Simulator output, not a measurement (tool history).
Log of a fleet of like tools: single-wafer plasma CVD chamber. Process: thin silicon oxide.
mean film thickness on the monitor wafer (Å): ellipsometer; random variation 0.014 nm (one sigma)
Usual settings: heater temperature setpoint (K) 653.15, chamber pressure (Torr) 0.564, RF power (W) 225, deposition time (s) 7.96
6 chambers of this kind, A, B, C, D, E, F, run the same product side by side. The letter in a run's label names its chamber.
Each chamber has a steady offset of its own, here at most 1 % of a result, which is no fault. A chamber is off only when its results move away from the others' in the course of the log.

| run | day | heater temperature setpoint (K) | chamber pressure (Torr) | RF power (W) | deposition time (s) | read-back reference wafer on the same gauge, thickness_nm | mean film thickness on the monitor wafer (Å) |
|---|---|---|---|---|---|---|---|
| 1F | 0.2 | 653.15 | 0.564 | 225 | 7.96 | 7.3099 | 90 |
| 2E | 0.367 | 653.15 | 0.564 | 225 | 7.96 | 7.3087 | 90.082 |
| 3B | 0.646 | 653.15 | 0.564 | 225 | 7.96 | 7.3123 | 90.887 |
| 4D | 0.8 | 653.15 | 0.564 | 225 | 7.96 | 7.3151 | 90.86 |
| 5C | 1.012 | 653.15 | 0.564 | 225 | 7.96 | 7.3165 | 90.107 |
|  | 1.058 | chamber E: thermocouple changed; heater temperature recalibrated |
| 6A | 1.2 | 653.15 | 0.564 | 225 | 7.96 | 7.3189 | 90.937 |
| 7E | 1.421 | 653.15 | 0.564 | 225 | 7.96 | 7.3166 | 89.774 |
| 8F | 1.633 | 653.15 | 0.564 | 225 | 7.96 | 7.3189 | 89.914 |
| 9D | 1.871 | 653.15 | 0.564 | 225 | 7.96 | 7.319 | 90.553 |
| 10A | 2.1 | 653.15 | 0.564 | 225 | 7.96 | 7.3222 | 91.015 |
| 11C | 2.308 | 653.15 | 0.564 | 225 | 7.96 | 7.3221 | 90.18 |
| 12B | 2.5 | 646.15 | 0.446 | 225 | 7.96 | 7.3258 | 69.252 |
| 13A | 2.704 | 646.15 | 0.446 | 225 | 7.96 | 7.324 | 69.947 |
| 14B | 2.962 | 646.15 | 0.446 | 225 | 7.96 | 7.3252 | 69.443 |
| 15F | 3.254 | 646.15 | 0.446 | 225 | 7.96 | 7.3258 | 68.95 |
| 16C | 3.442 | 646.15 | 0.446 | 225 | 7.96 | 7.326 | 69.385 |
| 17D | 3.658 | 646.15 | 0.446 | 225 | 7.96 | 7.3298 | 69.915 |
| 18E | 3.858 | 653.15 | 0.564 | 200 | 7.29 | 7.3263 | 77.865 |
| 19F | 4 | 653.15 | 0.564 | 200 | 7.29 | 7.3286 | 77.866 |
| 20D | 4.292 | 653.15 | 0.564 | 200 | 7.29 | 7.3338 | 78.522 |
| 21B | 4.442 | 653.15 | 0.564 | 200 | 7.29 | 7.3326 | 78.796 |
| 22C | 4.583 | 653.15 | 0.564 | 200 | 7.29 | 7.337 | 78.142 |
| 23A | 4.829 | 653.15 | 0.564 | 200 | 7.29 | 7.333 | 79.065 |
| 24E | 5.1 | 653.15 | 0.564 | 225 | 7.96 | 7.3366 | 89.979 |
| 25C | 5.338 | 653.15 | 0.564 | 225 | 7.96 | 7.3383 | 90.362 |
| 26F | 5.542 | 653.15 | 0.564 | 225 | 7.96 | 7.3397 | 89.872 |
| 27E | 5.725 | 653.15 | 0.564 | 225 | 8.89 | 7.3378 | 100.56 |
| 28B | 5.971 | 653.15 | 0.564 | 225 | 8.89 | 7.3393 | 101.91 |
| 29D | 6.188 | 653.15 | 0.564 | 225 | 8.89 | 7.3414 | 101.87 |
|  | 6.388 | chamber F: capacitance manometer re-zeroed and calibrated |
| 30A | 6.467 | 653.15 | 0.564 | 225 | 8.89 | 7.3437 | 102.26 |
| 31D | 6.638 | 653.15 | 0.564 | 225 | 8.89 | 7.3429 | 101.79 |
| 32B | 6.888 | 653.15 | 0.564 | 225 | 8.89 | 7.3443 | 101.63 |
| 33C | 7.029 | 653.15 | 0.564 | 225 | 7.96 | 7.348 | 90.68 |
| 34E | 7.25 | 653.15 | 0.564 | 225 | 7.96 | 7.3474 | 90.162 |
|  | 7.425 | chamber E: RF generator calibrated |
| 35A | 7.504 | 653.15 | 0.564 | 225 | 7.96 | 7.3494 | 91.393 |
| 36F | 7.796 | 653.15 | 0.564 | 225 | 7.96 | 7.3507 | 90.218 |
| 37F | 8.038 | 653.15 | 0.564 | 225 | 7.96 | 7.3515 | 90.149 |
|  | 8.096 | chamber E: capacitance manometer re-zeroed and calibrated |
| 38E | 8.262 | 653.15 | 0.564 | 225 | 7.96 | 7.352 | 90.274 |
| 39B | 8.467 | 641.15 | 0.564 | 205 | 7.96 | 7.3531 | 88.004 |
| 40D | 8.612 | 641.15 | 0.564 | 205 | 7.96 | 7.3544 | 88.062 |
| 41A | 8.9 | 641.15 | 0.564 | 205 | 7.96 | 7.3562 | 88.083 |
| 42C | 9.062 | 641.15 | 0.564 | 205 | 7.96 | 7.3533 | 87.432 |

All 6 chambers run these settings next. Forecast each chamber's results:
| 43A | 9.279 | 653.15 | 0.564 | 225 | 6.88 |  | ? |
| 43B | 9.279 | 653.15 | 0.564 | 225 | 6.88 |  | ? |
| 43C | 9.279 | 653.15 | 0.564 | 225 | 6.88 |  | ? |
| 43D | 9.279 | 653.15 | 0.564 | 225 | 6.88 |  | ? |
| 43E | 9.279 | 653.15 | 0.564 | 225 | 6.88 |  | ? |
| 43F | 9.279 | 653.15 | 0.564 | 225 | 6.88 |  | ? |

| run | mean film thickness on the monitor wafer (Å) |
|---|---|
| 43A | 79.175 |
| 43B | 78.925 |
| 43C | 78.431 |
| 43D | 78.895 |
| 43E | 78.093 |
| 43F | 78.071 |

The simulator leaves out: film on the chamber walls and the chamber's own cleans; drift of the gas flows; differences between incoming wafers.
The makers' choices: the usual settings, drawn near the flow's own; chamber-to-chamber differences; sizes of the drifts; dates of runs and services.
